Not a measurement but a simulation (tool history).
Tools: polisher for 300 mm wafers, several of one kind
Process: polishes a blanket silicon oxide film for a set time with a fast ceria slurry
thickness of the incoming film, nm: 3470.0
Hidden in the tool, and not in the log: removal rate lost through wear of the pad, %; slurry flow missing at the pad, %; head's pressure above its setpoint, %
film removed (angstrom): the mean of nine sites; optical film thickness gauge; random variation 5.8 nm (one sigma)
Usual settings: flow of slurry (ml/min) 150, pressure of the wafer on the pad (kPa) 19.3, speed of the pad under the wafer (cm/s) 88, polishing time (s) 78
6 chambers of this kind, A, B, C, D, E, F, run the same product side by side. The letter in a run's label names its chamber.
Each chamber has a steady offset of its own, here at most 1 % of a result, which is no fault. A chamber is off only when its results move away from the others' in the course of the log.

run	hour	flow of slurry (ml/min)	pressure of the wafer on the pad (kPa)	speed of the pad under the wafer (cm/s)	polishing time (s)	wafers polished on this pad	hours since the slurry nozzle was cleaned	hours since the head pressure was calibrated	film removed (angstrom)
# hour 0.3: chamber F: worn pad replaced by a new one
1F	6.2	150	19.3	88	78	59	322.1	332.6	9735.2
2B	12.4	150	19.3	88	78	626	109.6	576.8	9628.2
3E	17.0	150	19.3	88	78	1479	51.2	165.0	9746.9
# hour 18.5: chamber E: worn pad replaced by a new one
4A	21.1	150	19.3	88	78	478	129.2	562.3	9820.6
# hour 23.3: chamber D: worn pad replaced by a new one
# hour 23.4: chamber C: worn pad replaced by a new one
# hour 29.1: chamber B: worn pad replaced by a new one
5D	29.2	150	13.1	60	78	59	271.7	215.2	4378.5
6C	34.3	150	13.1	60	78	110	622.5	298.0	4383.7
7B	40.9	150	13.1	60	78	118	138.1	605.3	4506.5
8E	46.1	150	13.1	60	78	276	80.3	194.1	4480.6
9F	53.5	150	13.1	60	78	533	369.4	379.9	4403.1
10C	59.2	150	13.1	60	78	359	647.4	322.9	4411.6
11D	64.8	150	19.3	88	78	416	307.3	250.8	9544.2
# hour 69.1: chamber F: worn pad replaced by a new one
12A	69.2	150	19.3	88	78	961	177.3	610.4	9714.8
13A	77.2	150	19.3	88	78	1041	185.3	618.4	9807.1
14C	80.7	150	19.3	88	78	575	668.9	344.4	9540.6
# hour 87.6: chamber C: worn pad replaced by a new one
15E	88.0	150	19.3	88	78	697	122.2	236.0	9726.2
# hour 88.9: chamber D: worn pad replaced by a new one
16D	92.5	150	19.3	88	78	36	335.0	278.5	9551.7
17F	98.2	150	19.3	88	78	292	414.1	424.6	9528.8
18B	103.1	150	19.3	88	78	742	200.3	667.5	9701.7
19A	110.1	150	19.3	88	78	1371	218.2	651.3	9784.1
# hour 112.8: chamber B: worn pad replaced by a new one
20E	117.9	150	19.3	64	88	997	152.1	265.9	7972.8
21C	125.1	150	19.3	64	88	376	713.3	388.8	7887.5
22D	129.6	150	19.3	64	88	408	372.1	315.6	7788.0
# hour 130.7: chamber A: worn pad replaced by a new one
23F	134.2	150	19.3	64	88	653	450.1	460.6	7879.2
24B	138.5	150	19.3	64	88	258	235.7	702.9	7990.3
# hour 139.9: chamber C: worn pad replaced by a new one
# hour 140.4: chamber F: worn pad replaced by a new one
# hour 142.2: chamber B: head pressure recalibrated
25D	145.5	150	19.3	64	88	567	388.0	331.5	7735.6
26F	151.6	150	19.3	88	78	113	467.5	478.0	9663.1
# hour 155.8: chamber D: worn pad replaced by a new one
# hour 158.0: chamber E: worn pad replaced by a new one
27C	158.3	150	19.3	88	78	185	746.5	422.0	9670.5
28A	164.2	150	19.3	88	78	336	272.3	705.4	9835.2
29E	171.8	150	19.3	88	78	139	206.0	319.8	9686.9
# hour 179.1: chamber A: slurry nozzle cleaned
30B	179.5	150	19.3	88	78	669	276.7	37.3	9613.1
# hour 181.1: chamber B: worn pad replaced by a new one
31E	186.1	150	19.3	88	78	282	220.3	334.1	9820.0
32F	190.1	150	19.3	88	78	499	506.0	516.5	9669.5
33D	195.3	150	19.3	88	78	397	437.8	381.3	9558.4
# hour 197.8: chamber C: worn pad replaced by a new one
34C	203.7	150	19.3	88	78	59	791.9	467.4	9729.8
35B	211.3	150	19.3	88	78	303	308.5	69.1	9653.4
36A	215.3	150	19.3	88	78	849	36.3	756.5	9719.4
# hour 220.8: chamber C: slurry nozzle cleaned
37C	222.5	150	19.3	98	78	248	1.8	486.2	10718.0
38E	228.4	150	19.3	98	78	706	262.6	376.4	10814.0
39D	233.0	150	19.3	98	78	775	475.5	419.0	10617.0

All 6 chambers run these settings next. Forecast each chamber's results:
40A	239.0	150	19.3	88	78				?
40B	239.0	150	19.3	88	78				?
40C	239.0	150	19.3	88	78				?
40D	239.0	150	19.3	88	78				?
40E	239.0	150	19.3	88	78				?
40F	239.0	150	19.3	88	78				?

run	film removed (angstrom)
40A	9780.2
40B	9537.2
40C	9604.7
40D	9585.0
40E	9791.8
40F	9578.9
